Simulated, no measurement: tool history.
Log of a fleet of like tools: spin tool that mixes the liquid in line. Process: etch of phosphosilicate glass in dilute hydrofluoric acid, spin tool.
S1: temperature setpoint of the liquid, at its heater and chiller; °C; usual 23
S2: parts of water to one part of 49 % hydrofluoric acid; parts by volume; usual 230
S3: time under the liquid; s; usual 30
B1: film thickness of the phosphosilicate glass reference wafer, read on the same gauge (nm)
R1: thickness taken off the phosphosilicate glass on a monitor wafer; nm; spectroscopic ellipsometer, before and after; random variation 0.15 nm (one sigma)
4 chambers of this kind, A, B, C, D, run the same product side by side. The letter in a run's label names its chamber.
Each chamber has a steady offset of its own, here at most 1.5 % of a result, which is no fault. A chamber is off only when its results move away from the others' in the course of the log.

run 1D hour=4.6 | S1=23 S2=230 S3=30 | B1=70.010 | R1=21.315
run 2A hour=12.3 | S1=23 S2=230 S3=30 | B1=70.007 | R1=21.503
run 3C hour=16.9 | S1=23 S2=230 S3=30 | B1=70.014 | R1=21.447
run 4B hour=22.1 | S1=23 S2=230 S3=30 | B1=69.992 | R1=21.849
run 5D hour=26.8 | S1=23 S2=230 S3=30 | B1=69.991 | R1=21.364
run 6C hour=31.5 | S1=23 S2=230 S3=30 | B1=69.990 | R1=21.660
run 7B hour=38.1 | S1=23 S2=230 S3=30 | B1=70.016 | R1=21.973
run 8A hour=43.1 | S1=23 S2=230 S3=30 | B1=70.012 | R1=21.893
run 9C hour=47.6 | S1=23 S2=230 S3=30 | B1=70.019 | R1=21.567
run 10B hour=53.1 | S1=23 S2=230 S3=30 | B1=69.992 | R1=21.745
run 11D hour=60.6 | S1=23 S2=230 S3=30 | B1=69.979 | R1=21.824
run 12A hour=65.3 | S1=23 S2=230 S3=30 | B1=70.012 | R1=21.967
run 13B hour=70.9 | S1=23 S2=230 S3=30 | B1=69.986 | R1=21.876
run 14C hour=78.8 | S1=23 S2=230 S3=30 | B1=70.020 | R1=21.575
run 15D hour=86.1 | S1=23 S2=230 S3=30 | B1=69.972 | R1=21.513
run 16A hour=89.6 | S1=23 S2=230 S3=30 | B1=69.993 | R1=21.596
run 17B hour=93.7 | S1=23 S2=230 S3=30 | B1=69.951 | R1=21.635
run 18D hour=99.1 | S1=23 S2=230 S3=30 | B1=69.985 | R1=21.768
run 19C hour=106.2 | S1=23 S2=230 S3=30 | B1=70.012 | R1=21.223
run 20A hour=112.6 | S1=23 S2=230 S3=30 | B1=70.024 | R1=21.685
run 21A hour=116.3 | S1=23 S2=230 S3=45 | B1=69.993 | R1=32.891
run 22B hour=123.1 | S1=23 S2=230 S3=45 | B1=69.980 | R1=32.978
run 23D hour=128.4 | S1=23 S2=230 S3=45 | B1=70.007 | R1=32.491
run 24C hour=134.6 | S1=23 S2=230 S3=45 | B1=69.969 | R1=32.348
run 25C hour=142.5 | S1=23 S2=230 S3=30 | B1=69.984 | R1=21.608

What goes on in this fleet: one chamber off, a drifting gauge, or nothing beyond the chambers' own small offsets? Name the chamber and the cause, if any.

No chamber stands off beyond its own small offset, and the gauge holds steady.
